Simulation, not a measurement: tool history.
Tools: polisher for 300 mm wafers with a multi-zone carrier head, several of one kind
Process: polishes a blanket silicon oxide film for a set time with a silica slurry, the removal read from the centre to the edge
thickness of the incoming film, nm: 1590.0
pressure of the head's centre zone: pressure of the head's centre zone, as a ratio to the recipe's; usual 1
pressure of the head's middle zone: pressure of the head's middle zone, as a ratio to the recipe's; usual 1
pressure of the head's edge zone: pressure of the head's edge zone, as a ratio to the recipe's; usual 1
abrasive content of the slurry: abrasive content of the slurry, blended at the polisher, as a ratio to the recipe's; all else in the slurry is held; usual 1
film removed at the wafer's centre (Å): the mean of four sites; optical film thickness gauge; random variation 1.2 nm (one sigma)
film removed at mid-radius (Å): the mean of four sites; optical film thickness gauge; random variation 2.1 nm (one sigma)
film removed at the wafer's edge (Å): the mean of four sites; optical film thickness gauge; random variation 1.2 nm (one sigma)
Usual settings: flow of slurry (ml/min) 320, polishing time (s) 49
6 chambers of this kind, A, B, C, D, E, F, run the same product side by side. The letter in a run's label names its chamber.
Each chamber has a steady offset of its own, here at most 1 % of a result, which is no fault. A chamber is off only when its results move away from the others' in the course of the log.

run     day  flow of slurry (ml/min)  pressure of the head's centre zone  pressure of the head's middle zone  pressure of the head's edge zone  abrasive content of the slurry  polishing time (s)  wafers polished on this pad  hours since the slurry nozzle was cleaned  hours since the centre zone pressure was calibrated  hours since the edge zone pressure was calibrated  film removed at the wafer's centre (Å)  film removed at mid-radius (Å)  film removed at the wafer's edge (Å)
      0.412  -- chamber E: worn pad replaced by a new one
 1E   0.417                      320                                   1                                   1                                 1                               1                  49                            2                                      188.4                                                460.4                                              426.7                                  1735.5                          1687.8                                1687.1
      0.638  -- chamber F: worn pad replaced by a new one
 2C   0.788                      320                                   1                                   1                                 1                               1                  49                          826                                      463.9                                                629.6                                                206                                    1713                          1677.8                                1692.5
      0.808  -- chamber D: worn pad replaced by a new one
      1.283  -- chamber B: slurry nozzle cleaned
 3A   1.346                      320                                   1                                   1                                 1                               1                  49                          789                                      424.6                                                 49.9                                              222.1                                    1697                          1707.6                                  1697
      1.588  -- chamber B: worn pad replaced by a new one
      1.612  -- chamber C: worn pad replaced by a new one
 4F   1.717                      320                                   1                                   1                                 1                               1                  49                          342                                      209.1                                                490.3                                              685.4                                  1688.2                          1677.9                                  1704
      2.029  -- chamber A: worn pad replaced by a new one
 5D   2.142                      245                                   1                                   1                                 1                             1.1                  49                          422                                      753.6                                                449.5                                              376.7                                  1725.2                          1700.5                                1733.3
 6B   2.442                      245                                   1                                   1                                 1                             1.1                  49                          271                                       27.8                                                876.5                                              927.7                                  1717.6                          1727.2                                1758.5
 7A   3.021                      245                                   1                                   1                                 1                             1.1                  49                          315                                      464.8                                                 90.1                                              262.3                                  1723.2                          1696.8                                1732.1
 8F   3.354                      245                                   1                                   1                                 1                             1.1                  49                          861                                      248.4                                                529.6                                              724.7                                  1715.3                          1785.2                                1736.9
      3.546  -- chamber F: edge zone pressure recalibrated
 9C   3.683                      245                                   1                                   1                                 1                             1.1                  49                          656                                      533.4                                                699.1                                              275.5                                  1735.9                          1727.4                                  1737
10D   3.992                      245                                   1                                   1                                 1                             1.1                  49                         1008                                        798                                                493.9                                              421.1                                  1706.1                          1765.1                                1751.6
      4.138  -- chamber D: worn pad replaced by a new one
      4.162  -- chamber A: slurry nozzle cleaned
      4.333  -- chamber E: worn pad replaced by a new one
11B   4.421                      320                                   1                                   1                                 1                               1                  49                          898                                       75.3                                                  924                                              975.2                                  1708.6                          1716.1                                1690.1
      4.962  -- chamber A: worn pad replaced by a new one
12E   4.996                      320                                   1                                   1                                 1                               1                  49                          210                                      298.3                                                570.3                                              536.6                                  1699.2                          1690.3                                1707.2
      5.075  -- chamber C: worn pad replaced by a new one
      5.117  -- chamber F: worn pad replaced by a new one
13D    5.25                      320                                   1                                   1                                 1                               1                  49                          353                                      828.2                                                524.1                                              451.3                                  1690.2                          1744.2                                1702.1
      5.433  -- chamber B: worn pad replaced by a new one
14F   5.621                      240                                   1                                1.11                                 1                               1                  49                          159                                      302.8                                                  584                                               49.8                                  1641.1                          1829.8                                1671.1
      5.796  -- chamber C: slurry nozzle cleaned
      5.808  -- chamber D: slurry nozzle cleaned
15C   5.917                      240                                   1                                1.11                                 1                               1                  49                          267                                        2.9                                                752.7                                              329.1                                  1640.3                          1806.9                                1655.6
      6.179  -- chamber B: centre zone pressure recalibrated
16A   6.458                      240                                   1                                1.11                                 1                               1                  49                          474                                       55.1                                                172.6                                              344.8                                  1639.4                          1836.6                                1657.2
17B   6.854                      240                                   1                                1.11                                 1                               1                  49                          450                                      133.7                                                 16.2                                             1033.6                                  1640.1                          1871.8                                1667.1
      6.979  -- chamber D: worn pad replaced by a new one
18E   7.258                      240                                   1                                1.11                                 1                               1                  49                          927                                      352.6                                                624.6                                              590.9                                  1653.5                          1810.4                                1649.1
      7.512  -- chamber E: edge zone pressure recalibrated
19D   7.758                      240                                   1                                1.11                                 1                               1                  49                          247                                       46.8                                                584.3                                              511.5                                  1643.7                          1804.3                                  1653
      7.854  -- chamber C: worn pad replaced by a new one
       8.15  -- chamber A: worn pad replaced by a new one
20A   8.271                      320                                   1                                   1                                 1                               1                  49                           38                                       98.6                                                216.1                                              388.3                                  1716.1                          1697.7                                  1705
      8.721  -- chamber F: worn pad replaced by a new one
21C   8.746                      320                                   1                                   1                                 1                               1                  49                          283                                       70.8                                                820.6                                                397                                  1707.5                          1699.4                                1689.1
      8.808  -- chamber E: worn pad replaced by a new one
22E   9.158                      320                                   1                                   1                                 1                               1                  42                          111                                      398.2                                                670.2                                               39.6                                  1464.9                          1416.9                                1459.2
      9.279  -- chamber D: centre zone pressure recalibrated
23F   9.529                      320                                   1                                   1                                 1                               1                  42                          256                                      396.6                                                677.8                                              143.6                                  1456.3                          1497.2                                1471.6
      9.679  -- chamber B: worn pad replaced by a new one
24B   9.979                      320                                   1                                   1                                 1                               1                  42                           96                                      208.7                                                 91.2                                             1108.6                                    1449                          1459.6                                  1465
     10.133  -- chamber D: worn pad replaced by a new one
     10.375  -- chamber E: slurry nozzle cleaned
25E  10.504                      320                                   1                                   1                                 1                               1                  42                          537                                        3.2                                                702.5                                               71.9                                  1468.7                            1467                                1456.5
26B  10.817                      320                                   1                                   1                                 1                               1                  42                          361                                      228.8                                                111.3                                             1128.7                                  1463.5                          1474.3                                1477.5
     11.096  -- chamber A: worn pad replaced by a new one
27A  11.246                      320                                   1                                   1                                 1                               1                  42                           47                                        170                                                287.5                                              459.7                                  1482.3                            1472                                1463.5
     11.312  -- chamber C: worn pad replaced by a new one
     11.671  -- chamber C: edge zone pressure recalibrated
28D  11.742                      320                                   1                                   1                                 1                               1                  49                          510                                      142.4                                                 59.2                                              607.1                                  1710.7                          1708.8                                1705.9
29F  12.279                      320                                   1                                   1                                 1                               1                  49                         1127                                      462.6                                                743.8                                              209.6                                  1717.7                          1745.4                                1698.1
30C   12.55                      320                                   1                                   1                                 1                               1                  49                          393                                      162.1                                                911.9                                               21.1                                  1689.6                          1692.5                                  1726
     12.833  -- chamber F: worn pad replaced by a new one
     12.942  -- chamber E: worn pad replaced by a new one
     13.025  -- chamber A: edge zone pressure recalibrated
31F  13.029                      320                                   1                                   1                                 1                               1                  49                           62                                      480.6                                                761.8                                              227.6                                  1708.8                          1696.8                                1707.8
     13.167  -- chamber D: worn pad replaced by a new one
32E  13.483                      320                                   1                                   1                                 1                               1                  49                          171                                       74.7                                                  774                                              143.4                                  1716.1                          1722.6                                1685.3
33B  13.779                      320                                   1                                   1                                 1                               1                  49                         1300                                      299.9                                                182.4                                             1199.8                                  1719.3                            1757                                1745.2
34C  14.283                      320                                   1                                   1                                 1                               1                  49                          942                                      203.7                                                953.5                                               62.7                                  1710.5                          1700.2                                1692.6
     14.392  -- chamber A: worn pad replaced by a new one
     14.754  -- chamber B: worn pad replaced by a new one
35D  14.817                      320                                   1                                   1                                 1                               1                  49                          523                                      216.2                                                  133                                              680.9                                  1686.2                          1760.4                                1709.8
36A  15.304                      320                                   1                                   1                                 1                               1                  49                          289                                      267.4                                                384.9                                               54.8                                  1684.9                          1713.6                                1701.5
37A  15.679                      320                                   1                                   1                                 1                               1                  49                          408                                      276.4                                                393.9                                               63.8                                  1695.2                          1707.1                                1701.3
38B  16.075                      320                                   1                                   1                                 1                               1                  49                          419                                        355                                                237.5                                             1254.9                                  1712.2                          1739.7                                1732.4

All 6 chambers run these settings next. Forecast each chamber's results:
39A  16.496                      320                                   1                                   1                                 1                               1                  49                                                                                                                                                                                                                       ?                               ?                                     ?
39B  16.496                      320                                   1                                   1                                 1                               1                  49                                                                                                                                                                                                                       ?                               ?                                     ?
39C  16.496                      320                                   1                                   1                                 1                               1                  49                                                                                                                                                                                                                       ?                               ?                                     ?
39D  16.496                      320                                   1                                   1                                 1                               1                  49                                                                                                                                                                                                                       ?                               ?                                     ?
39E  16.496                      320                                   1                                   1                                 1                               1                  49                                                                                                                                                                                                                       ?                               ?                                     ?
39F  16.496                      320                                   1                                   1                                 1                               1                  49                                                                                                                                                                                                                       ?                               ?                                     ?

run  film removed at the wafer's centre (Å)  film removed at mid-radius (Å)  film removed at the wafer's edge (Å)
39A                                    1703                          1677.4                                1701.3
39B                                  1685.5                          1680.3                                1717.5
39C                                  1722.4                          1694.5                                1697.2
39D                                  1709.8                          1698.4                                1718.7
39E                                  1729.8                          1683.2                                1685.5
39F                                  1711.1                          1739.1                                1705.7

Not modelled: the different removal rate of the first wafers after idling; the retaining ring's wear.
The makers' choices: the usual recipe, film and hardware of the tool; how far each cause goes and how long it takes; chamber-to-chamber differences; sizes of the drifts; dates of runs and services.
